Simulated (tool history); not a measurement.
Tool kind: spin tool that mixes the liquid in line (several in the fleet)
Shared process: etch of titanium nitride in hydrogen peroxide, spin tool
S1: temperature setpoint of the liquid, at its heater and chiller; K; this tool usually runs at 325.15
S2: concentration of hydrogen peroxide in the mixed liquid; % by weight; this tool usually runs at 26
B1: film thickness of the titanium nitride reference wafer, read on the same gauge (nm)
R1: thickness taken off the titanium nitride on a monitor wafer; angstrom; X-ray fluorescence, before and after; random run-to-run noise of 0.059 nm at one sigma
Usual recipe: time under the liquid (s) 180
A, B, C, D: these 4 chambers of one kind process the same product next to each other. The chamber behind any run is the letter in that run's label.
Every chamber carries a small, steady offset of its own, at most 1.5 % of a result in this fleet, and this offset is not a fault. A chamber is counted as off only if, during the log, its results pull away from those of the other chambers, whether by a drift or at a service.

run 1A hour=9.5 | S1=325.15 S2=26 time_under_the_liquid_(s)=180 | B1=40.000 | R1=79.522
run 2D hour=16.4 | S1=325.15 S2=26 time_under_the_liquid_(s)=180 | B1=39.978 | R1=81.053
run 3B hour=24.4 | S1=325.15 S2=26 time_under_the_liquid_(s)=180 | B1=39.956 | R1=79.483
run 4C hour=31.7 | S1=325.15 S2=26 time_under_the_liquid_(s)=180 | B1=40.017 | R1=79.540
run 5C hour=41.3 | S1=325.15 S2=26 time_under_the_liquid_(s)=180 | B1=40.001 | R1=78.302
run 6A hour=48.2 | S1=325.15 S2=26 time_under_the_liquid_(s)=180 | B1=40.012 | R1=81.301
run 7D hour=52.6 | S1=325.15 S2=26 time_under_the_liquid_(s)=180 | B1=39.997 | R1=78.670
-- hour=58.4 chamber C: new drum of peroxide connected
run 8B hour=59.4 | S1=325.15 S2=26 time_under_the_liquid_(s)=180 | B1=40.010 | R1=79.795
run 9B hour=69.2 | S1=325.15 S2=26 time_under_the_liquid_(s)=180 | B1=39.998 | R1=79.457
run 10C hour=78.4 | S1=325.15 S2=26 time_under_the_liquid_(s)=180 | B1=40.001 | R1=80.366
run 11A hour=87.9 | S1=325.15 S2=26 time_under_the_liquid_(s)=180 | B1=40.019 | R1=81.174
run 12D hour=93.3 | S1=325.15 S2=26 time_under_the_liquid_(s)=180 | B1=40.008 | R1=79.369
run 13B hour=101.3 | S1=325.15 S2=26 time_under_the_liquid_(s)=180 | B1=40.037 | R1=79.152
run 14A hour=106.3 | S1=325.15 S2=26 time_under_the_liquid_(s)=180 | B1=39.987 | R1=79.422
run 15D hour=116.1 | S1=325.15 S2=26 time_under_the_liquid_(s)=180 | B1=40.014 | R1=78.286
run 16C hour=120.6 | S1=325.15 S2=26 time_under_the_liquid_(s)=180 | B1=40.030 | R1=80.371
run 17A hour=126.2 | S1=325.15 S2=26 time_under_the_liquid_(s)=180 | B1=39.979 | R1=80.167
run 18B hour=133.1 | S1=325.15 S2=26 time_under_the_liquid_(s)=180 | B1=39.988 | R1=78.724
run 19C hour=140.0 | S1=325.15 S2=26 time_under_the_liquid_(s)=180 | B1=40.005 | R1=79.668
run 20D hour=145.5 | S1=325.15 S2=26 time_under_the_liquid_(s)=180 | B1=40.009 | R1=75.718
run 21D hour=151.6 | S1=325.15 S2=26 time_under_the_liquid_(s)=180 | B1=40.018 | R1=77.237
-- hour=155.8 chamber D: peroxide flow meter replaced
run 22A hour=161.3 | S1=325.15 S2=26 time_under_the_liquid_(s)=180 | B1=40.001 | R1=81.651
-- hour=163.8 chamber C: peroxide flow meter replaced
run 23C hour=170.2 | S1=325.15 S2=26 time_under_the_liquid_(s)=180 | B1=39.984 | R1=81.429
run 24B hour=176.6 | S1=317.15 S2=26 time_under_the_liquid_(s)=120 | B1=40.010 | R1=29.378
run 25B hour=184.6 | S1=317.15 S2=26 time_under_the_liquid_(s)=120 | B1=40.013 | R1=29.099
run 26D hour=189.1 | S1=317.15 S2=26 time_under_the_liquid_(s)=120 | B1=39.997 | R1=27.846
run 27C hour=193.9 | S1=317.15 S2=26 time_under_the_liquid_(s)=120 | B1=39.988 | R1=30.271
-- hour=201.1 chamber D: new drum of peroxide connected
run 28A hour=201.5 | S1=325.15 S2=26 time_under_the_liquid_(s)=180 | B1=39.998 | R1=79.850
run 29B hour=210.4 | S1=325.15 S2=26 time_under_the_liquid_(s)=180 | B1=40.019 | R1=79.731
run 30C hour=215.7 | S1=325.15 S2=26 time_under_the_liquid_(s)=180 | B1=39.982 | R1=80.317
run 31A hour=222.9 | S1=325.15 S2=26 time_under_the_liquid_(s)=180 | B1=39.990 | R1=81.204
run 32D hour=227.7 | S1=325.15 S2=26 time_under_the_liquid_(s)=180 | B1=39.989 | R1=74.220
-- hour=234.7 chamber B: peroxide flow meter replaced
run 33A hour=236.1 | S1=325.15 S2=26 time_under_the_liquid_(s)=180 | B1=40.028 | R1=80.464
run 34B hour=244.4 | S1=325.15 S2=26 time_under_the_liquid_(s)=180 | B1=40.006 | R1=78.269
run 35C hour=248.9 | S1=325.15 S2=26 time_under_the_liquid_(s)=180 | B1=39.990 | R1=80.583
run 36D hour=255.8 | S1=325.15 S2=26 time_under_the_liquid_(s)=180 | B1=40.009 | R1=73.801
run 37B hour=262.8 | S1=325.15 S2=26 time_under_the_liquid_(s)=180 | B1=39.997 | R1=80.376
run 38C hour=267.8 | S1=325.15 S2=26 time_under_the_liquid_(s)=180 | B1=40.008 | R1=80.425
run 39A hour=275.6 | S1=329.15 S2=30 time_under_the_liquid_(s)=180 | B1=39.996 | R1=110.010
run 40D hour=280.2 | S1=329.15 S2=30 time_under_the_liquid_(s)=180 | B1=40.013 | R1=100.520
run 41B hour=290.0 | S1=329.15 S2=30 time_under_the_liquid_(s)=180 | B1=40.008 | R1=107.600

The same settings go to every chamber for the next run, one line per chamber below. Forecast the results for each:
run 42A hour=297.3 | S1=325.15 S2=26 time_under_the_liquid_(s)=180 | R1=?
run 42B hour=297.3 | S1=325.15 S2=26 time_under_the_liquid_(s)=180 | R1=?
run 42C hour=297.3 | S1=325.15 S2=26 time_under_the_liquid_(s)=180 | R1=?
run 42D hour=297.3 | S1=325.15 S2=26 time_under_the_liquid_(s)=180 | R1=?

run=42A R1=81.526
run=42B R1=79.417
run=42C R1=79.775
run=42D R1=72.826
